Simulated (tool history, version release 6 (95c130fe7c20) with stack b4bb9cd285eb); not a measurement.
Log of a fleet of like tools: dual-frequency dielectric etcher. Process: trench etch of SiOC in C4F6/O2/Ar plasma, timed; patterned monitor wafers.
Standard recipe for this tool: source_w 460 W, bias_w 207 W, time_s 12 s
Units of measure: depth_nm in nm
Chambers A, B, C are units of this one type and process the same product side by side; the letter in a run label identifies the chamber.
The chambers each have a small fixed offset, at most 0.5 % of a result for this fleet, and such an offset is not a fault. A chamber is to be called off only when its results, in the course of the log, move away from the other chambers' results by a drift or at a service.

run   hour  source_w  bias_w  time_s  hours since the last wet clean  hours since the last source power generator calibration  hours since the last bias power generator calibration  read-back reference wafer on the same gauge, depth_nm  depth_nm
 1C    4.4       460     207      12                           533.8                                                    810.9                                                   31.3                                                 25.003    27.538
 2B    7.5       460     207      12                           362.2                                                    691.8                                                 1619.2                                                 25.004     27.73
 3A     11       460     207      12                           236.4                                                    102.7                                                  213.1                                                 25.014     27.45
 4C   15.8       460     207      12                           545.2                                                    822.3                                                   42.7                                                 25.018    27.627
 5B   18.8       460     207      12                           373.5                                                    703.1                                                 1630.5                                                 25.017    27.692
 6A   23.1       460     207      12                           248.5                                                    114.8                                                  225.2                                                 25.032    27.427
 7C   27.6       460     207      12                             557                                                    834.1                                                   54.5                                                  25.03    27.604
 8B   30.2       460     207      12                           384.9                                                    714.5                                                 1641.9                                                 25.039    27.685
 9A   33.9       460     207      12                           259.3                                                    125.6                                                    236                                                 25.041    27.437
10B   37.9       560     256      12                           392.6                                                    722.2                                                 1649.6                                                 25.046    32.108
11A   42.7       560     256      12                           268.1                                                    134.4                                                  244.8                                                 25.051    31.774
12C   46.8       560     256      12                           576.2                                                    853.3                                                   73.7                                                 25.053    31.988
13B   49.8       460     207      12                           404.5                                                    734.1                                                 1661.5                                                 25.069    27.665
14C     53       530     207      12                           582.4                                                    859.5                                                   79.9                                                 25.064    29.171
15A   58.8       530     207      12                           284.2                                                    150.5                                                  260.9                                                 25.084    29.002
16C   64.3       530     207      12                           593.7                                                    870.8                                                   91.2                                                 25.078    29.173
17B   68.6       460     207      12                           423.3                                                    752.9                                                 1680.3                                                 25.094    27.758
18A   71.4       460     207      12                           296.8                                                    163.1                                                  273.5                                                 25.091    27.522
        75  -- chamber C: wet clean of the chamber
19A   76.8       460     207      12                           302.2                                                    168.5                                                  278.9                                                   25.1    27.563
20C   82.2       460     207      12                             7.2                                                    888.7                                                  109.1                                                   25.1    27.671
21B   85.7       460     207      12                           440.4                                                      770                                                 1697.4                                                 25.116    27.812
22A   91.1       460     207      12                           316.5                                                    182.8                                                  293.2                                                 25.111    27.472
23C   96.7       460     207      12                            21.7                                                    903.2                                                  123.6                                                 25.124    27.731
24B  100.9       460     207      12                           455.6                                                    785.2                                                 1712.6                                                 25.124    27.799
25C  105.3       550     207      11                            30.3                                                    911.8                                                  132.2                                                 25.135    27.238

Has any chamber moved away from the others, gradually or after a service, or does the common gauge drift, or do the chambers differ only by their own small steady offsets? State the chamber and the most likely cause if one applies.

Gauge drift. The chambers move together only on paper, and none stands off.
Most likely cause: gauge reads high (%) = 0.56.

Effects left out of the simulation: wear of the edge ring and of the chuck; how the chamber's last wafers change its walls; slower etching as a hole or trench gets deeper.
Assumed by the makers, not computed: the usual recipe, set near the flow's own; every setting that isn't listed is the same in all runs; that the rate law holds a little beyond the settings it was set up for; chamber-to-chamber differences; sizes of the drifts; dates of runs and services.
